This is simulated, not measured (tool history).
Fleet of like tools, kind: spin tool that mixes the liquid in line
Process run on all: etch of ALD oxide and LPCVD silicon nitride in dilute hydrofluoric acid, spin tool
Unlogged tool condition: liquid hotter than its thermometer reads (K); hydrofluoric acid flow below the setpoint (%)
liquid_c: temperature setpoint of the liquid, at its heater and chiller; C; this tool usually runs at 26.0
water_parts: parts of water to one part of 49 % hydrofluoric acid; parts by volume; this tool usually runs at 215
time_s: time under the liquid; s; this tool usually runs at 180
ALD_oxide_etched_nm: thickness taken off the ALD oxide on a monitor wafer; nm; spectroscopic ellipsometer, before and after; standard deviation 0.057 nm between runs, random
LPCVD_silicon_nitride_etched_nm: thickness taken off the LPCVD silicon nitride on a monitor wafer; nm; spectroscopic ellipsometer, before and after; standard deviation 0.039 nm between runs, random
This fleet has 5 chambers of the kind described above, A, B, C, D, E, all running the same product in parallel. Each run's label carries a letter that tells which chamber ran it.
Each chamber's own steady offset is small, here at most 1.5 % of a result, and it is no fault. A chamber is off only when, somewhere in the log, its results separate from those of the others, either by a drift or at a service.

run,hour,liquid_c,water_parts,time_s,hours since the thermometer was replaced,hours since the hydrofluoric acid flow meter was replaced,"read-back film thickness of the ALD oxide reference wafer, read on the same gauge (nm)","read-back film thickness of the LPCVD silicon nitride reference wafer, read on the same gauge (nm)",ALD_oxide_etched_nm,LPCVD_silicon_nitride_etched_nm
1C,7.0,26.0,215,180,1290.9,2018.1,129.93,99.973,8.7871,0.49113
2E,11.7,26.0,215,180,924.6,1128.7,129.96,99.996,8.9359,0.46120
3B,16.1,26.0,215,180,468.5,102.9,130.03,99.986,8.8208,0.47619
4A,20.5,26.0,215,180,397.4,508.0,129.96,100.020,8.8993,0.47032
5D,25.3,26.0,215,180,1105.3,955.3,129.98,100.020,8.8458,0.45166
6D,32.5,26.0,215,180,1112.5,962.5,129.93,100.020,8.7776,0.44057
7E,40.3,26.0,215,180,953.2,1157.3,130.00,100.010,8.9991,0.49035
8C,47.7,26.0,215,180,1331.6,2058.8,130.02,99.981,8.7824,0.40500
9B,55.6,26.0,215,180,508.0,142.4,130.02,100.010,8.8686,0.54739
10A,59.4,30.0,215,180,436.3,546.9,129.99,100.030,10.3490,0.60322
11D,65.6,30.0,215,180,1145.6,995.6,130.01,99.993,10.1360,0.57695
12A,72.6,30.0,215,180,449.5,560.1,130.03,99.966,10.0960,0.61706
13E,77.5,30.0,215,180,990.4,1194.5,130.00,99.993,10.2550,0.54434
14C,85.3,30.0,215,180,1369.2,2096.4,129.99,100.010,10.1240,0.66391
15B,92.0,26.0,215,180,544.4,178.8,130.02,99.961,8.8991,0.53740
16E,98.7,26.0,215,180,1011.6,1215.7,129.96,99.982,9.0597,0.38839
17C,104.4,26.0,215,180,1388.3,2115.5,129.96,99.988,8.8539,0.47781
18A,112.4,26.0,215,180,489.3,599.9,130.01,100.010,8.8043,0.49532
19B,120.3,26.0,215,180,572.7,207.1,130.03,100.040,9.0244,0.58502
20D,124.8,26.0,110,90,1204.8,1054.8,130.00,99.994,9.8940,0.46753
21D,128.9,26.0,110,90,1208.9,1058.9,130.01,99.970,9.8295,0.48155
22A,136.6,26.0,110,90,513.5,624.1,130.00,99.994,9.6593,0.48491
23B,143.5,26.0,110,90,595.9,230.3,130.03,100.040,9.9696,0.38889
24C,147.2,26.0,110,90,1431.1,2158.3,129.95,100.000,9.6179,0.44988
# hour 148.8: chamber A: thermometer replaced
25E,155.4,26.0,215,180,1068.3,1272.4,130.02,99.975,8.9472,0.50467
26E,160.0,26.0,215,180,1072.9,1277.0,129.95,100.010,8.9652,0.46100
27D,165.3,26.0,215,100,1245.3,1095.3,129.97,100.010,4.8955,0.27372
28A,171.6,26.0,215,100,22.8,659.1,129.98,100.060,4.9015,0.26774
29B,179.6,26.0,215,100,632.0,266.4,129.99,99.938,5.1118,0.27858
30C,187.3,26.0,215,100,1471.2,2198.4,130.03,100.000,4.8558,0.25654
31C,192.0,26.0,215,100,1475.9,2203.1,129.99,100.040,4.8301,0.28780
32D,200.0,26.0,215,180,1280.0,1130.0,129.94,100.010,8.8212,0.51842
33B,207.6,26.0,215,180,660.0,294.4,129.95,99.979,9.2938,0.55181
34E,214.5,21.5,215,180,1127.4,1331.5,130.04,99.985,7.7003,0.38503
35A,221.4,21.5,215,180,72.6,708.9,129.99,100.030,7.5283,0.39118
36D,227.8,21.5,215,180,1307.8,1157.8,130.00,100.010,7.4624,0.32339
37C,234.8,21.5,215,180,1518.7,2245.9,130.04,100.030,7.4046,0.32564

All 5 chambers run these settings next. Forecast each chamber's results:
38A,240.8,24.5,215,180,,,,,?,?
38B,240.8,24.5,215,180,,,,,?,?
38C,240.8,24.5,215,180,,,,,?,?
38D,240.8,24.5,215,180,,,,,?,?
38E,240.8,24.5,215,180,,,,,?,?

run,ALD_oxide_etched_nm,LPCVD_silicon_nitride_etched_nm
38A,8.4801,0.48632
38B,8.9348,0.50453
38C,8.3875,0.43688
38D,8.2997,0.43488
38E,8.5728,0.38032
